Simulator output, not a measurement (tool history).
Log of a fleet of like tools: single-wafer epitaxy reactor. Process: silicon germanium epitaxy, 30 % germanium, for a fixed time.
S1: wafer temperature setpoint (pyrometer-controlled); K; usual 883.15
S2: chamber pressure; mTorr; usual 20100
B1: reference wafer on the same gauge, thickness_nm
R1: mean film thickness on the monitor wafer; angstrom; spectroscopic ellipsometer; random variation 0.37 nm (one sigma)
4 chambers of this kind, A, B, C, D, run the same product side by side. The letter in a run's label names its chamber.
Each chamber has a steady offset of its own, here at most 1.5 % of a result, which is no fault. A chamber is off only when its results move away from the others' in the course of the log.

run 1B hour=11.5 | S1=883.15 S2=20100 | B1=79.383 | R1=704.05
run 2A hour=25.8 | S1=883.15 S2=20100 | B1=79.287 | R1=703.22
-- hour=30.2 chamber B: capacitance manometer re-zeroed and calibrated
run 3C hour=37.8 | S1=883.15 S2=20100 | B1=79.377 | R1=710.04
run 4D hour=51.6 | S1=883.15 S2=20100 | B1=79.29 | R1=717.27
run 5A hour=58.7 | S1=883.15 S2=20100 | B1=79.355 | R1=709
run 6B hour=69.1 | S1=883.15 S2=20100 | B1=79.273 | R1=705.71
run 7D hour=80.6 | S1=883.15 S2=20100 | B1=79.279 | R1=718.48
run 8C hour=95.2 | S1=883.15 S2=20100 | B1=79.353 | R1=706.72
run 9C hour=106.8 | S1=883.15 S2=20100 | B1=79.226 | R1=705.77
run 10B hour=122 | S1=883.15 S2=20100 | B1=79.33 | R1=707
run 11D hour=134.7 | S1=883.15 S2=20100 | B1=79.259 | R1=709.71
run 12A hour=146.9 | S1=883.15 S2=20100 | B1=79.388 | R1=705.56
run 13D hour=162.3 | S1=883.15 S2=20100 | B1=79.238 | R1=715.33
run 14C hour=172.2 | S1=883.15 S2=20100 | B1=79.263 | R1=703.05
-- hour=176.4 chamber A: pyrometer calibrated
run 15B hour=179 | S1=883.15 S2=20100 | B1=79.191 | R1=709.79
run 16A hour=194.8 | S1=892.15 S2=23100 | B1=79.287 | R1=818.98
run 17A hour=206.8 | S1=892.15 S2=23100 | B1=79.219 | R1=827.79
run 18D hour=219.7 | S1=892.15 S2=23100 | B1=79.351 | R1=887.18
run 19B hour=231.4 | S1=892.15 S2=23100 | B1=79.196 | R1=869.13
run 20C hour=242.5 | S1=869.15 S2=23900 | B1=79.249 | R1=584.01
run 21C hour=251.8 | S1=869.15 S2=23900 | B1=79.417 | R1=593.46
run 22A hour=264.8 | S1=869.15 S2=23900 | B1=79.253 | R1=557
run 23B hour=273.9 | S1=869.15 S2=23900 | B1=79.246 | R1=586.54
run 24D hour=283.1 | S1=883.15 S2=20100 | B1=79.326 | R1=720.63
run 25D hour=297.5 | S1=883.15 S2=20100 | B1=79.359 | R1=717.03
run 26A hour=310.2 | S1=883.15 S2=20100 | B1=79.158 | R1=662.03
run 27B hour=318.1 | S1=883.15 S2=20100 | B1=79.316 | R1=704.81
run 28C hour=329.5 | S1=890.15 S2=20100 | B1=79.263 | R1=811.79
run 29B hour=338.9 | S1=890.15 S2=20100 | B1=79.253 | R1=798.88
run 30C hour=354.4 | S1=890.15 S2=20100 | B1=79.244 | R1=796.24
run 31A hour=368.7 | S1=890.15 S2=20100 | B1=79.198 | R1=751.96
run 32D hour=380.2 | S1=883.15 S2=20100 | B1=79.439 | R1=709.81

Next, every chamber runs the same settings. What will each give?
run 33A hour=391.6 | S1=883.15 S2=20100 | R1=?
run 33B hour=391.6 | S1=883.15 S2=20100 | R1=?
run 33C hour=391.6 | S1=883.15 S2=20100 | R1=?
run 33D hour=391.6 | S1=883.15 S2=20100 | R1=?

run=33A R1=663.41
run=33B R1=705.8
run=33C R1=703.12
run=33D R1=718.85
